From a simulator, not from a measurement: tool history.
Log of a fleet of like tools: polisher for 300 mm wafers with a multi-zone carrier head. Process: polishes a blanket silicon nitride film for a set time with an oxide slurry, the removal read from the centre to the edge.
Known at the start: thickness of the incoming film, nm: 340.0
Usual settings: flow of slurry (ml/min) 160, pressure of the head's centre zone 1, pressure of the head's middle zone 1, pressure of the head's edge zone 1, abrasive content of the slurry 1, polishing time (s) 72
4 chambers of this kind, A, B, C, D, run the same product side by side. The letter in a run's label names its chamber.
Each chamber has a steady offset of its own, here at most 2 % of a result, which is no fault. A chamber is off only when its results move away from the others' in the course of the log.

| run | hour | flow of slurry (ml/min) | pressure of the head's centre zone | pressure of the head's middle zone | pressure of the head's edge zone | abrasive content of the slurry | polishing time (s) | wafers polished on this pad | hours since the slurry nozzle was cleaned | hours since the centre zone pressure was calibrated | hours since the edge zone pressure was calibrated | film removed at the wafer's centre (angstrom) | film removed at mid-radius (angstrom) | film removed at the wafer's edge (angstrom) |
|---|---|---|---|---|---|---|---|---|---|---|---|---|---|---|
| 1B | 13.6 | 160 | 1 | 1 | 1 | 1 | 72 | 1535 | 480.8 | 992.6 | 178.3 | 580.28 | 606.37 | 600.09 |
|  | 15.4 | chamber B: worn pad replaced by a new one |
| 2A | 27 | 160 | 1 | 1 | 1 | 1 | 72 | 674 | 215.4 | 300 | 685.8 | 595.67 | 597.99 | 588.18 |
|  | 38.2 | chamber C: worn pad replaced by a new one |
| 3C | 40.8 | 160 | 1 | 1 | 1 | 1 | 72 | 26 | 56.3 | 74.8 | 180 | 590.49 | 590.51 | 590.4 |
| 4D | 48 | 160 | 1 | 1 | 1 | 1 | 72 | 706 | 82.3 | 693.5 | 79.9 | 599.94 | 576.03 | 589.36 |
| 5C | 59.5 | 160 | 1.04 | 1 | 1 | 1 | 94 | 216 | 75 | 93.5 | 198.7 | 811.41 | 768.29 | 762.98 |
| 6B | 68.8 | 160 | 1.04 | 1 | 1 | 1 | 94 | 543 | 536 | 1047.8 | 233.5 | 794.89 | 788.1 | 769.15 |
| 7D | 77.1 | 160 | 1.04 | 1 | 1 | 1 | 94 | 1001 | 111.4 | 722.6 | 109 | 820.61 | 769.92 | 776.04 |
|  | 88 | chamber D: worn pad replaced by a new one |
| 8A | 92.4 | 160 | 1.04 | 1 | 1 | 1 | 94 | 1338 | 280.8 | 365.4 | 751.2 | 793.73 | 769.38 | 760.28 |
| 9D | 101.4 | 160 | 1 | 1 | 1 | 1 | 72 | 136 | 135.7 | 746.9 | 133.3 | 596.93 | 594.08 | 595.27 |
| 10A | 112.3 | 160 | 1 | 1 | 1 | 1 | 72 | 1540 | 300.7 | 385.3 | 771.1 | 578.32 | 579.38 | 570.1 |
| 11C | 126 | 160 | 1 | 1.06 | 1 | 1 | 57 | 892 | 141.5 | 160 | 265.2 | 471.42 | 496.59 | 465.73 |
| 12B | 135.8 | 160 | 1 | 1.06 | 1 | 1 | 57 | 1223 | 603 | 1114.8 | 300.5 | 463.67 | 493.55 | 461.86 |
| 13B | 145.9 | 160 | 1 | 1.06 | 1 | 1 | 57 | 1326 | 613.1 | 1124.9 | 310.6 | 465.5 | 501.35 | 473.57 |
|  | 152.6 | chamber C: worn pad replaced by a new one |
|  | 156.3 | chamber B: worn pad replaced by a new one |
| 14A | 160.5 | 160 | 1 | 1.06 | 1 | 1 | 57 | 2030 | 348.9 | 433.5 | 819.3 | 448.69 | 482.28 | 439.28 |
|  | 170.1 | chamber D: slurry nozzle cleaned |
|  | 170.7 | chamber A: slurry nozzle cleaned |
| 15D | 171.7 | 160 | 1 | 1 | 1 | 1 | 72 | 850 | 1.7 | 817.2 | 203.6 | 592.73 | 598.69 | 595.62 |
| 16C | 184.5 | 160 | 1 | 1 | 1 | 1 | 72 | 324 | 200 | 218.5 | 323.7 | 582.2 | 588.7 | 593.66 |
| 17D | 199.5 | 160 | 1 | 1 | 1 | 1 | 72 | 1133 | 29.5 | 845 | 231.4 | 596.02 | 578.85 | 592.09 |
|  | 201.4 | chamber B: slurry nozzle cleaned |
| 18B | 208.3 | 160 | 1 | 1 | 1 | 1 | 72 | 528 | 6.9 | 1187.3 | 373 | 591.79 | 602.79 | 603.36 |
|  | 211.3 | chamber D: worn pad replaced by a new one |
|  | 212.9 | chamber C: slurry nozzle cleaned |
| 19A | 216.2 | 160 | 1 | 1 | 1 | 1 | 72 | 2596 | 45.6 | 489.2 | 875 | 553.45 | 573.23 | 546.1 |
| 20C | 230.8 | 160 | 1 | 1 | 1 | 1 | 55 | 794 | 18 | 264.8 | 370 | 448.72 | 456.68 | 448.3 |
|  | 241.6 | chamber A: centre zone pressure recalibrated |
| 21C | 245.1 | 160 | 1 | 1 | 1 | 1 | 55 | 939 | 32.3 | 279.1 | 384.3 | 449 | 452.86 | 449.62 |
| 22A | 259.1 | 160 | 1 | 1 | 1 | 1 | 55 | 3032 | 88.5 | 17.6 | 917.9 | 414.82 | 427.01 | 417.09 |
| 23D | 267.6 | 160 | 1 | 1 | 1 | 1 | 55 | 572 | 97.6 | 913.1 | 299.5 | 456.07 | 458.41 | 455.46 |
| 24B | 278.8 | 160 | 1 | 1 | 1 | 1 | 72 | 1244 | 77.4 | 1257.8 | 443.5 | 579.76 | 600.86 | 592.71 |

Is one chamber off against the others, does the gauge drift, or is nothing wrong? If a chamber is off, say which, and what the likeliest cause is.

Chamber A drifts away from the others.
Cause: removal rate lost through wear of the pad, % = 9.42.

Here are 4 candidates for chamber A's next run, each the usual settings with a change, their results left as question marks. Which one brings its results back in line with what the others give on the usual settings?
In line means no further than this from the other chambers' mean on the usual settings: film removed at the wafer's centre (angstrom) 16; film removed at mid-radius (angstrom) 24; film removed at the wafer's edge (angstrom) 17
| 25A-1 | 290 | 160 | 1 | 0.98 | 1.01 | 1.05 | 77 |  |  |  |  | ? | ? | ? |
| 25A-2 | 290 | 160 | 1 | 1.01 | 0.99 | 1 | 69 |  |  |  |  | ? | ? | ? |
| 25A-3 | 290 | 160 | 1 | 0.99 | 1.01 | 1 | 75 |  |  |  |  | ? | ? | ? |
| 25A-4 | 290 | 160 | 1 | 1.02 | 0.99 | 0.95 | 67 |  |  |  |  | ? | ? | ? |

The other chambers' mean on the usual settings: film removed at the wafer's centre (angstrom) 590.15; film removed at mid-radius (angstrom) 591.54; film removed at the wafer's edge (angstrom) 593.11
| run | film removed at the wafer's centre (angstrom) | film removed at mid-radius (angstrom) | film removed at the wafer's edge (angstrom) |
|---|---|---|---|
| 25A-1 | 591.05 | 585.09 | 589.46 |
| 25A-2 | 518.24 | 527.12 | 511.18 |
| 25A-3 | 563.22 | 562.64 | 561.57 |
| 25A-4 | 491.43 | 504.31 | 484.63 |
25A-1 brings the chamber back in line.
